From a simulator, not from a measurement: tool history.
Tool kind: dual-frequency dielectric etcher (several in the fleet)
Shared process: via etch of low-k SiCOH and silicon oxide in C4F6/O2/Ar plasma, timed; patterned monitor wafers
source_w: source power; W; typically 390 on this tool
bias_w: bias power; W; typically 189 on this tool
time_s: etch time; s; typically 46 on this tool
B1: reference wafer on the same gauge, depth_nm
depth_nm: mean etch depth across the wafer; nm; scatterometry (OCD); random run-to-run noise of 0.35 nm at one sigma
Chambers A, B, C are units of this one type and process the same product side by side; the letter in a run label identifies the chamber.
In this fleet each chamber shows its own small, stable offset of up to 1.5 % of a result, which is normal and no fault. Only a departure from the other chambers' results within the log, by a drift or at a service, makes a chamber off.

Run 1A, hour 5.0: usual settings; B1 100.88. Result: depth_nm 108.680 nm.
Run 2C, hour 9.6: usual settings; B1 101.02. Result: depth_nm 110.430 nm.
Run 3B, hour 14.2: usual settings; B1 100.96. Result: depth_nm 109.880 nm.
Run 4C, hour 18.0: usual settings; B1 100.97. Result: depth_nm 110.630 nm.
Run 5A, hour 22.4: usual settings; B1 100.97. Result: depth_nm 108.740 nm.
Run 6B, hour 26.2: usual settings; B1 101.11. Result: depth_nm 109.420 nm.
Run 7C, hour 30.0: usual settings; B1 101.04. Result: depth_nm 110.840 nm.
Run 8B, hour 34.6: usual settings; B1 101.00. Result: depth_nm 109.570 nm.
Run 9A, hour 37.1: usual settings; B1 101.04. Result: depth_nm 108.760 nm.
Run 10B, hour 41.4: usual settings; B1 101.05. Result: depth_nm 109.770 nm.
Run 11C, hour 45.6: usual settings; B1 101.00. Result: depth_nm 111.000 nm.
Run 12A, hour 50.8: usual settings but bias_w 234 W; B1 101.05. Result: depth_nm 116.360 nm.
Run 13B, hour 53.6: usual settings but bias_w 234 W; B1 101.01. Result: depth_nm 117.910 nm.
Run 14A, hour 57.1: usual settings but bias_w 234 W; B1 101.09. Result: depth_nm 116.970 nm.
Run 15C, hour 60.7: usual settings; B1 100.96. Result: depth_nm 110.600 nm.
Run 16B, hour 63.8: usual settings; B1 100.99. Result: depth_nm 109.040 nm.
Run 17A, hour 66.6: usual settings but source_w 450 W, bias_w 163 W; B1 100.96. Result: depth_nm 110.630 nm.
At hour 66.8: chamber C: source power generator calibrated.
Run 18C, hour 70.1: usual settings but source_w 450 W, bias_w 163 W; B1 101.00. Result: depth_nm 111.730 nm.
Run 19B, hour 74.5: usual settings but source_w 450 W, bias_w 163 W; B1 100.99. Result: depth_nm 110.270 nm.
Run 20C, hour 78.8: usual settings; B1 100.94. Result: depth_nm 110.900 nm.
Run 21A, hour 84.0: usual settings; B1 100.93. Result: depth_nm 108.350 nm.
Run 22A, hour 87.2: usual settings but time_s 41 s; B1 101.02. Result: depth_nm 96.709 nm.
Run 23B, hour 91.3: usual settings but time_s 41 s; B1 101.01. Result: depth_nm 97.604 nm.
Run 24C, hour 95.7: usual settings but time_s 41 s; B1 101.06. Result: depth_nm 98.649 nm.
Run 25A, hour 98.9: usual settings; B1 100.95. Result: depth_nm 109.230 nm.

Next, all 3 chambers run the settings below, one line each with question marks for the results. What does each chamber give?
Run 26A, hour 102.7: usual settings but source_w 350 W. Result: depth_nm ?.
Run 26B, hour 102.7: usual settings but source_w 350 W. Result: depth_nm ?.
Run 26C, hour 102.7: usual settings but source_w 350 W. Result: depth_nm ?.

run  depth_nm
26A   104.790
26B   105.320
26C   106.380

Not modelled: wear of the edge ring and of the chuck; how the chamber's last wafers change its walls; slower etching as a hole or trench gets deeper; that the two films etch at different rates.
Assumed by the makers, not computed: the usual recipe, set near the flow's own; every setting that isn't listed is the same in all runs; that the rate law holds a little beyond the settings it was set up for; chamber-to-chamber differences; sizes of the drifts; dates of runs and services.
